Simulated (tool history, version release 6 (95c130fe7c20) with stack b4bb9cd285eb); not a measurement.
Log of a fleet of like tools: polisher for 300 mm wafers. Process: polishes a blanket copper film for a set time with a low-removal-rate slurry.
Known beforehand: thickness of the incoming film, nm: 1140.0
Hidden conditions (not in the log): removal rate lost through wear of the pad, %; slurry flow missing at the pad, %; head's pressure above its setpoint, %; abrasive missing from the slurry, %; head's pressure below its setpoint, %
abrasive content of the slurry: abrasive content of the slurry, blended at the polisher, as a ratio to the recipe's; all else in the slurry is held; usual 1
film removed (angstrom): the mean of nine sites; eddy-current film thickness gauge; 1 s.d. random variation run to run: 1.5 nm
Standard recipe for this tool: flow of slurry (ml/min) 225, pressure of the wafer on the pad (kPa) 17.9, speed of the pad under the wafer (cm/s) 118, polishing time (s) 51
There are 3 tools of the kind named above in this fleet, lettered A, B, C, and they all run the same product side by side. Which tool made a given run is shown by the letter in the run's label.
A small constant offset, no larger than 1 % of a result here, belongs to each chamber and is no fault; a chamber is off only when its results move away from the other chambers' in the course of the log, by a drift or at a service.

run	hour	flow of slurry (ml/min)	pressure of the wafer on the pad (kPa)	speed of the pad under the wafer (cm/s)	abrasive content of the slurry	polishing time (s)	wafers polished on this pad	hours since the slurry nozzle was cleaned	hours since the head pressure was calibrated	hours since the slurry blender was calibrated	film removed (angstrom)
# hour 3.2: chamber B: slurry blender recalibrated
# hour 5.1: chamber C: worn pad replaced by a new one
1A	11.8	225	17.9	118	1	51	976	15.2	412.9	115.9	1661.4
# hour 14.8: chamber A: slurry blender recalibrated
2C	17.4	225	17.9	118	1	51	154	558.5	272.6	94.8	1689.1
# hour 19.1: chamber A: worn pad replaced by a new one
3B	22.9	225	17.9	118	1	51	989	75.5	1150.1	19.8	1665.3
4A	35.3	225	17.9	118	1	51	203	38.7	436.4	20.5	1679.1
5C	42.9	225	17.9	118	1	51	473	584.0	298.1	120.3	1651.9
6B	53.8	225	17.9	118	1	51	1376	106.4	1181.0	50.7	1651.0
7A	66.1	225	17.9	118	1	51	588	69.5	467.2	51.3	1667.8
# hour 67.8: chamber B: worn pad replaced by a new one
8B	73.2	225	17.9	118	1	51	67	125.8	1200.4	70.1	1663.8
9C	84.7	225	17.9	118	1	51	996	625.8	339.9	162.1	1663.9
# hour 90.9: chamber C: worn pad replaced by a new one
# hour 91.4: chamber A: worn pad replaced by a new one
10A	94.6	225	17.9	118	1	51	40	98.0	495.7	79.8	1677.5
11C	106.1	225	17.9	118	1	51	190	647.2	361.3	183.5	1688.2
12B	112.1	225	17.9	118	1	51	554	164.7	1239.3	109.0	1636.5
13C	120.9	225	17.9	118	1	51	375	662.0	376.1	198.3	1668.9
# hour 123.1: chamber A: slurry blender recalibrated
14A	126.6	225	17.9	118	1	51	440	130.0	527.7	3.6	1666.8
15B	134.6	225	17.9	118	1	51	835	187.2	1261.8	131.5	1642.4
16B	141.8	225	17.9	118	1	51	925	194.4	1269.0	138.7	1656.9
17C	148.0	225	17.9	118	1	51	714	689.1	403.2	225.4	1670.1
18A	156.2	225	17.9	118	1	51	810	159.6	557.3	33.2	1693.4
19A	164.4	225	17.9	118	1	51	912	167.8	565.5	41.4	1663.7
# hour 165.5: chamber C: worn pad replaced by a new one
# hour 168.0: chamber A: worn pad replaced by a new one
# hour 170.0: chamber A: head pressure recalibrated
20C	173.8	225	17.9	118	1	51	104	714.9	429.0	251.2	1661.6
# hour 181.6: chamber B: head pressure recalibrated
21B	183.4	225	17.9	118	1	51	1445	236.0	1.9	180.3	1460.2
# hour 187.5: chamber B: slurry blender recalibrated
# hour 188.2: chamber B: worn pad replaced by a new one
22B	193.7	225	17.9	118	1	51	69	246.3	12.2	6.3	1487.9
23C	205.0	225	17.9	118	1	51	494	746.1	460.2	282.4	1674.1
24A	212.5	225	17.9	118	1	51	556	215.9	42.5	89.5	1674.3
25C	224.0	225	17.9	118	1	51	732	765.1	479.2	301.4	1640.8
# hour 224.4: chamber C: slurry blender recalibrated
26B	232.6	225	17.9	118	1	51	555	285.2	51.1	45.2	1462.2
# hour 237.6: chamber A: slurry nozzle cleaned
# hour 238.5: chamber A: worn pad replaced by a new one
# hour 243.5: chamber C: worn pad replaced by a new one
# hour 244.5: chamber A: slurry blender recalibrated
27A	244.9	225	17.9	118	1	51	80	7.3	74.9	0.4	1656.1
28C	255.7	225	17.9	118	1	51	153	796.8	510.9	31.4	1673.3
29A	267.0	225	17.9	158	1	51	357	29.4	97.0	22.5	2217.4
30B	278.9	225	17.9	158	1	51	1134	331.5	97.4	91.5	2022.3
31B	289.4	225	17.9	158	1	51	1266	342.0	107.9	102.0	1977.6
# hour 291.9: chamber B: slurry nozzle cleaned
32A	295.2	225	17.9	118	1	51	709	57.6	125.2	50.7	1697.8
# hour 298.9: chamber C: slurry nozzle cleaned
33C	307.2	225	17.9	118	1	51	797	8.3	562.4	82.9	1660.0
34B	317.1	225	17.9	118	1	51	1612	25.3	135.6	129.7	1479.6
# hour 317.5: chamber B: worn pad replaced by a new one
# hour 318.5: chamber A: worn pad replaced by a new one
# hour 318.9: chamber C: worn pad replaced by a new one
35A	324.1	225	17.9	118	1	51	70	86.5	154.1	79.6	1695.3
# hour 330.2: chamber B: slurry blender recalibrated
36C	334.9	255	17.9	118	1	51	200	36.0	590.1	110.6	1679.4
37B	342.2	255	17.9	118	1	51	308	50.4	160.7	12.0	1508.5
# hour 348.2: chamber A: slurry blender recalibrated
38A	351.1	255	17.9	118	1	51	408	113.5	181.1	3.0	1705.4
39C	363.4	225	17.9	118	1	51	556	64.5	618.6	139.1	1664.0
40B	371.3	225	17.9	118	1	51	672	79.5	189.8	41.1	1470.1
41A	377.6	225	17.9	118	1	51	739	140.0	207.6	29.5	1653.9
42C	388.7	225	17.9	118	1	51	873	89.8	643.9	164.4	1649.2
43A	400.9	225	17.9	118	1	51	1031	163.3	230.9	52.8	1691.9
44B	407.9	225	17.9	118	1	51	1130	116.1	226.4	77.7	1485.7

All 3 chambers run these settings next. Forecast each chamber's results:
45A	416.8	225	17.9	118	1	65					?
45B	416.8	225	17.9	118	1	65					?
45C	416.8	225	17.9	118	1	65					?

run	film removed (angstrom)
45A	2149.2
45B	1868.2
45C	2148.5
